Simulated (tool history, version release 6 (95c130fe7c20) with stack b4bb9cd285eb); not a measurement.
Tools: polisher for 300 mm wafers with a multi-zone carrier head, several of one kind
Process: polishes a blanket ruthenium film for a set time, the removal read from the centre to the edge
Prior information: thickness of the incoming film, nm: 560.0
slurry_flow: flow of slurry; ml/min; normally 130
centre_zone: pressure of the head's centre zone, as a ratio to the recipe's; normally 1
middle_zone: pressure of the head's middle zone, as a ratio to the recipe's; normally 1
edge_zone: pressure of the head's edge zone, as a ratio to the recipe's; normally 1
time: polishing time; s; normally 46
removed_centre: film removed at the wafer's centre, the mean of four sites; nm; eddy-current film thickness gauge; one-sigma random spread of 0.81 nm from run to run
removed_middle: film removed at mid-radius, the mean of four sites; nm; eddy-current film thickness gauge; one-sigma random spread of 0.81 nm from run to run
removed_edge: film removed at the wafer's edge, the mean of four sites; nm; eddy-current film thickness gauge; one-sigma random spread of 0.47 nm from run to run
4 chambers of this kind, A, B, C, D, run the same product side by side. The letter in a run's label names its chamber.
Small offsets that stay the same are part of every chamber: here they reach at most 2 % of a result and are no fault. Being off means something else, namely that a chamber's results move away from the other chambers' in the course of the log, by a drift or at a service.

run,hour,slurry_flow,centre_zone,middle_zone,edge_zone,time,removed_centre,removed_middle,removed_edge
# hour 4: chamber B: edge zone pressure recalibrated
1C,4,130,1,1,1,46,58.422,59.074,56.939
2B,6.9,130,1,1,1,46,57.851,56.559,58.135
3D,11.6,130,1,1,1,46,56.203,57.609,56.871
4A,16.4,130,1,1,1,46,55.251,57.033,56.221
5D,20.3,165,1,1,1,46,59.659,59.549,59.423
6B,25.6,165,1,1,1,46,61.171,61.071,59.264
7A,29.3,165,1,1,1,46,60.218,57.798,59.44
8C,32.8,165,1,1,1,46,60.507,59.422,58.657
9A,38.2,130,1,1,1,46,55.879,55.035,57.574
10C,42.9,130,1,1,1,46,59.434,57.48,57.227
# hour 44.9: chamber A: worn pad replaced by a new one
# hour 46.6: chamber D: edge zone pressure recalibrated
11B,49.4,130,1,1,1,46,58.059,55.93,57.497
12D,53.8,130,1,1,1,46,55.511,58.753,57.083
# hour 55.4: chamber D: worn pad replaced by a new one
# hour 56: chamber B: slurry nozzle cleaned
13C,60.2,130,1,1.05,1.11,46,58.22,58.132,60.432
14A,66.1,130,1,1.05,1.11,46,54.885,58.616,59.677
15D,70.9,130,1,1.05,1.11,46,56.673,60.98,60.456
16B,75,130,1,1.05,1.11,46,57.858,59.261,59.991
# hour 77.1: chamber C: worn pad replaced by a new one
17D,81.3,130,1,1,1,46,56.802,57.479,56.402
18B,87.6,130,1,1,1,46,57.902,57.22,55.79
19A,93.3,130,1,1,1,46,54.794,56.507,55.851
20C,96.3,130,1,1,1,46,56.456,57.985,56.826
21A,99.2,130,1,1,1,46,53.709,57.867,56.662
22B,104.7,130,1,1,1,46,57.167,56.732,57.312
23D,109.5,130,1,1,1,46,56.158,57.411,56.795
24C,112.8,170,1,1,1,51,68.097,66.109,65.97
25D,116.4,170,1,1,1,51,66.057,65.684,65.076
26B,119.4,170,1,1,1,51,69.163,65.989,65.574
27A,123.1,170,1,1,1,51,62.49,66.238,65.481
28C,126.1,130,1,1,1,46,56.96,57.543,56.634
29A,130,130,1,1,1,46,53.379,56.428,57.192
# hour 135.1: chamber B: worn pad replaced by a new one
30B,136.5,130,1,1,1,46,56.419,57.308,57.434
31C,141.2,105,1,1,1.07,46,54.245,53.434,56.458
32D,147.8,105,1,1,1.07,46,52.84,55.026,57.237
33A,151.3,105,1,1,1.07,46,49.916,54.421,56.742
# hour 153.8: chamber B: centre zone pressure recalibrated
34B,157.8,105,1,1,1.07,46,53.517,53.662,56.601
35D,162.3,130,1,1.1,1,57,70.831,78.034,69.977
36C,168.1,130,1,1.1,1,57,71.782,76.824,70.757
37B,171.3,130,1,1.1,1,57,70.888,76.878,70.328
38D,174.8,130,1,1.1,1,57,69.84,78.026,70.621
39C,181.1,130,1,1,1,46,57.548,57.208,56.248
# hour 184.4: chamber D: worn pad replaced by a new one
# hour 185.5: chamber A: worn pad replaced by a new one
40A,186.3,130,1,1,1,46,51.024,55.803,56.885
41B,189.5,130,1,1,1,46,56.982,57.447,56.563
42A,196.1,130,1,1,1,46,52.635,55.94,56.943
43D,200.4,130,1,1,1,46,56.792,57.496,56.903

Has any chamber moved away from the others, gradually or after a service, or does the common gauge drift, or do the chambers differ only by their own small steady offsets? State the chamber and the most likely cause if one applies.

Little by little, chamber A moves away from the other chambers.
Most likely cause: centre zone's pressure below its setpoint, % = 10.

Below are 4 candidate recipes for chamber A's next run, each the usual settings with a change, their results shown as question marks. Which of them brings A's results back in line with what the other chambers give on the usual settings?
Allowed miss from the other chambers' usual-settings mean, per result, to count as in line: removed_centre 2.9 nm; removed_middle 2.8 nm; removed_edge 1.7 nm
44A-1,205.1,130,0.98,1,1.01,46,?,?,?
44A-2,205.1,125,0.91,1.02,1.03,45,?,?,?
44A-3,205.1,135,1.09,0.98,0.97,47,?,?,?
44A-4,205.1,130,1.02,1,0.99,46,?,?,?

The mean the other chambers reach with the usual settings: removed_centre 57.202 nm; removed_middle 56.857 nm; removed_edge 57.044 nm
run,removed_centre,removed_middle,removed_edge
44A-1,49.135,56.75,57.353
44A-2,43.869,56.066,56.331
44A-3,56.901,57.351,57.722
44A-4,51.339,56.74,56.758
44A-3 is the one that brings the chamber's results back in line with the other chambers.
